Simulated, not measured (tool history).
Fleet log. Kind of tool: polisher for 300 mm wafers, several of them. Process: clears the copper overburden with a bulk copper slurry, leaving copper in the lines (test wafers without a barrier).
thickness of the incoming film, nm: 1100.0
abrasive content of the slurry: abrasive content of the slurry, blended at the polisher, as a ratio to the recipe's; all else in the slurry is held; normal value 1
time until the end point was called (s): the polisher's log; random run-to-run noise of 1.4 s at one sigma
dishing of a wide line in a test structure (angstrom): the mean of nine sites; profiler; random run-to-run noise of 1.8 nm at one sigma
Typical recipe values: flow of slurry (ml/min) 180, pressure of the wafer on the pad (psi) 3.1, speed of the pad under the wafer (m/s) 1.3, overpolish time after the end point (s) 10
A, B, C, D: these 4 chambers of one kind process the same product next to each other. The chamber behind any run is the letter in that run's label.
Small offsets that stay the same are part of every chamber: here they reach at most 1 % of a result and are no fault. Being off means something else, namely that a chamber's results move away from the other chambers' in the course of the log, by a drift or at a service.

run,hour,flow of slurry (ml/min),pressure of the wafer on the pad (psi),speed of the pad under the wafer (m/s),abrasive content of the slurry,overpolish time after the end point (s),time until the end point was called (s),dishing of a wide line in a test structure (angstrom)
1B,9.2,180,3.1,1.3,1,10,90.085,721.77
2C,17.5,180,3.1,1.3,1,10,89.264,752.94
# hour 17.6: chamber A: worn pad replaced by a new one
3A,26.7,180,3.1,1.3,1,10,89.191,749.73
4D,36.3,180,3.1,1.3,1,10,93.243,723.09
5D,46.9,180,3.1,1.3,1,10,90.849,760.52
# hour 47: chamber B: worn pad replaced by a new one
6C,53.8,180,3.1,1.3,1,10,90.49,745.51
# hour 56: chamber A: slurry blender recalibrated
7A,64.7,180,3.1,1.3,1,10,89.939,697.99
8B,78.2,180,3.1,1.3,1,10,87.677,719.56
# hour 84.7: chamber D: worn pad replaced by a new one
9B,90.7,180,3.1,1.3,1,10,90.099,725.87
10A,103.8,180,3.1,1.3,1,10,88.961,737
# hour 110.1: chamber B: worn pad replaced by a new one
# hour 114.6: chamber D: slurry blender recalibrated
11D,114.6,180,3.1,1.3,1,10,91.751,717.89
# hour 120: chamber A: head pressure recalibrated
12C,122.2,180,3.1,1.3,1,10,91.531,731.79
13C,134.7,180,3.1,1.3,1,10,89.036,760.81
# hour 134.8: chamber A: worn pad replaced by a new one
14B,144.7,180,3.1,1.3,1,10,90.263,733.09
# hour 150.3: chamber A: slurry nozzle cleaned
15A,153.2,180,3.1,1.3,1,10,89.546,723.65
16D,163.6,180,3.1,1.52,1,14,77.421,1029.5
17C,175.7,180,3.1,1.52,1,14,76.275,1027.8
# hour 178.7: chamber D: worn pad replaced by a new one
# hour 182.1: chamber B: worn pad replaced by a new one
18B,183.3,180,3.1,1.52,1,14,77.922,1003.3
19A,195,180,3.1,1.52,1,14,77.782,1016.7
# hour 200.7: chamber C: slurry blender recalibrated
20D,205,180,3.1,1.3,1,10,89.306,727.34
# hour 207.5: chamber B: slurry nozzle cleaned
21C,213.8,205,3.1,1.3,1,7,91.316,556.22
# hour 217.2: chamber D: slurry nozzle cleaned
22B,225.5,205,3.1,1.3,1,7,86.437,570.25
23A,233.1,205,3.1,1.3,1,7,84.289,570.32
# hour 245.2: chamber B: worn pad replaced by a new one
24D,245.2,205,3.1,1.3,1,7,87.726,536.41
# hour 246.3: chamber B: slurry blender recalibrated
25A,252.1,180,3.1,1.3,1,10,88.263,715.94
# hour 253.2: chamber A: worn pad replaced by a new one
26C,260,180,3.1,1.3,1,10,97.115,692.27
27B,267.3,180,3.1,1.3,1,10,90.065,740.37
28D,273.6,180,3.1,1.3,1,10,90.374,721.14
# hour 277.7: chamber D: worn pad replaced by a new one
29C,279.5,180,3.1,1.3,1,10,95.066,706.03
30D,286,180,3.1,1.3,1,10,88.706,742.26
31A,292.9,180,3.1,1.3,1,10,88.907,746.67
# hour 301.4: chamber C: slurry nozzle cleaned
32B,303.7,180,3.1,1.3,1,10,89.168,730.19
# hour 311: chamber B: worn pad replaced by a new one
33A,312.5,180,3.6,1.3,1,10,76.411,835.33
34D,322.9,180,3.6,1.3,1,10,77.771,797.69
35B,335.8,180,3.6,1.3,1,10,75.629,797.19
36C,344.5,180,3.6,1.3,1,10,87.784,770.27
37A,353.4,180,3.1,1.3,1,10,90.205,732.74

Next, all 4 chambers run the settings below, one line each with question marks for the results. What does each chamber give?
38A,363.3,215,3.1,1.3,1,10,?,?
38B,363.3,215,3.1,1.3,1,10,?,?
38C,363.3,215,3.1,1.3,1,10,?,?
38D,363.3,215,3.1,1.3,1,10,?,?

run,time until the end point was called (s),dishing of a wide line in a test structure (angstrom)
38A,85.672,756.64
38B,86.487,747.09
38C,99.592,659.27
38D,88.696,731.58
